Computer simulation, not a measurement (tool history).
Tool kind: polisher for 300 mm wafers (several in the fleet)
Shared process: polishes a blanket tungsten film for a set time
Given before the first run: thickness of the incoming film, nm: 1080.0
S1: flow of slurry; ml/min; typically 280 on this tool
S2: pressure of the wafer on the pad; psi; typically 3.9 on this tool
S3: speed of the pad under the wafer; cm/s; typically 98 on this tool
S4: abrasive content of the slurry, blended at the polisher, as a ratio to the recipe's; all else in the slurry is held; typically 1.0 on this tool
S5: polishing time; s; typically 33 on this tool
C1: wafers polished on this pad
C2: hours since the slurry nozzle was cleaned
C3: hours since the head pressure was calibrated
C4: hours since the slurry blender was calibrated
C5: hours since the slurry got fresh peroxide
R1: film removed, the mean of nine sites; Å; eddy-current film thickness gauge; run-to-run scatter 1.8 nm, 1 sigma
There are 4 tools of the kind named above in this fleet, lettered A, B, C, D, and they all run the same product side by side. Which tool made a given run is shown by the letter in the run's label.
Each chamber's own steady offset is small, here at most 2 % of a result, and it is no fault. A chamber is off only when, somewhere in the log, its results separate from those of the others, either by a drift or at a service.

run	hour	S1	S2	S3	S4	S5	C1	C2	C3	C4	C5	R1
# hour 0.6: chamber B: slurry blender recalibrated
1D	2.0	280	3.9	98	1.0	33	441	70.6	75.4	161.3	123.5	1711.4
# hour 2.6: chamber A: worn pad replaced by a new one
2C	3.9	280	3.9	98	1.0	33	1124	166.9	412.9	269.1	96.2	1712.6
# hour 5.4: chamber C: worn pad replaced by a new one
3A	7.5	280	3.9	98	1.0	33	48	89.2	531.3	258.3	52.3	1655.6
4B	9.7	280	3.9	98	1.0	33	620	194.2	634.7	9.2	109.7	1728.3
5A	12.1	280	3.9	98	1.0	33	92	93.8	535.9	262.9	56.9	1676.8
6D	16.0	280	3.9	98	1.0	33	576	84.6	89.4	175.3	137.5	1722.9
7B	18.0	280	3.9	98	1.0	33	700	202.5	643.0	17.5	118.0	1734.6
8C	19.9	280	3.9	98	1.0	33	140	182.9	428.9	285.1	112.2	1656.0
9B	21.8	280	3.9	98	1.0	33	737	206.3	646.8	21.3	121.8	1719.4
10C	23.9	280	3.9	98	1.0	33	179	186.9	432.9	289.1	116.2	1701.7
11A	28.1	280	3.9	98	1.0	33	246	109.8	551.9	278.9	72.9	1675.2
12D	32.1	280	3.9	98	1.0	33	731	100.7	105.5	191.4	153.6	1736.6
# hour 34.2: chamber D: slurry tank refilled with fresh slurry and peroxide
13D	35.1	280	3.9	98	1.0	33	760	103.7	108.5	194.4	1.0	1736.7
14C	37.5	280	3.3	98	1.0	38	310	200.5	446.5	302.7	129.8	1626.6
15B	40.3	280	3.3	98	1.0	38	915	224.8	665.3	39.8	140.3	1677.6
16A	44.0	280	3.3	98	1.0	38	400	125.7	567.8	294.8	88.8	1623.7
17C	48.1	280	3.3	98	1.0	38	412	211.1	457.1	313.3	140.4	1616.1
18D	51.8	280	3.9	98	1.0	33	921	120.4	125.2	211.1	17.7	1720.0
19A	54.8	280	3.9	98	1.0	33	504	136.5	578.6	305.6	99.6	1703.3
# hour 58.0: chamber D: worn pad replaced by a new one
20B	58.4	280	3.9	98	1.0	33	1090	242.9	683.4	57.9	158.4	1713.0
# hour 62.8: chamber C: slurry blender recalibrated
21B	62.8	280	3.9	98	1.0	33	1132	247.3	687.8	62.3	162.8	1705.4
# hour 63.5: chamber C: slurry tank refilled with fresh slurry and peroxide
22D	65.3	280	3.9	98	1.0	33	71	133.9	138.7	224.6	31.2	1767.6
# hour 66.9: chamber B: worn pad replaced by a new one
23A	68.3	280	3.9	98	1.0	33	634	150.0	592.1	319.1	113.1	1665.4
24C	71.5	280	3.9	98	1.0	33	638	234.5	480.5	8.7	8.0	1690.2
25C	73.5	280	3.9	84	0.8	33	657	236.5	482.5	10.7	10.0	1351.5
# hour 76.8: chamber A: worn pad replaced by a new one
26A	77.8	280	3.9	84	0.8	33	10	159.5	601.6	328.6	122.6	1357.6
27B	80.7	280	3.9	84	0.8	33	133	265.2	705.7	80.2	180.7	1353.4
28D	83.0	280	3.9	84	0.8	33	241	151.6	156.4	242.3	48.9	1410.6
# hour 84.6: chamber B: slurry tank refilled with fresh slurry and peroxide
29C	87.1	280	3.9	98	1.0	33	789	250.1	496.1	24.3	23.6	1694.6
30D	91.2	280	2.8	98	1.0	33	320	159.8	164.6	250.5	57.1	1260.8
31A	93.7	280	2.8	98	1.0	33	163	175.4	617.5	344.5	138.5	1210.7
# hour 95.2: chamber C: slurry nozzle cleaned
32B	97.1	280	2.8	98	1.0	33	291	281.6	722.1	96.6	12.5	1228.6
33B	99.6	280	2.8	98	1.0	33	315	284.1	724.6	99.1	15.0	1209.8
# hour 101.4: chamber B: head pressure recalibrated
34A	103.4	280	3.9	98	1.0	33	257	185.1	627.2	354.2	148.2	1651.6
35C	105.8	280	3.9	98	1.0	33	969	10.6	514.8	43.0	42.3	1689.1
36D	108.0	280	4.7	112	1.0	33	483	176.6	181.4	267.3	73.9	2371.3
37B	111.0	280	4.7	112	1.0	33	425	295.5	9.6	110.5	26.4	2353.6
38C	114.7	280	4.7	112	1.0	33	1055	19.5	523.7	51.9	51.2	2357.6

Each of the 4 chambers runs these same settings next. Fill in every chamber's results:
39A	117.8	280	3.9	98	1.0	29						?
39B	117.8	280	3.9	98	1.0	29						?
39C	117.8	280	3.9	98	1.0	29						?
39D	117.8	280	3.9	98	1.0	29						?

run	R1
39A	1480.5
39B	1490.8
39C	1504.9
39D	1526.1
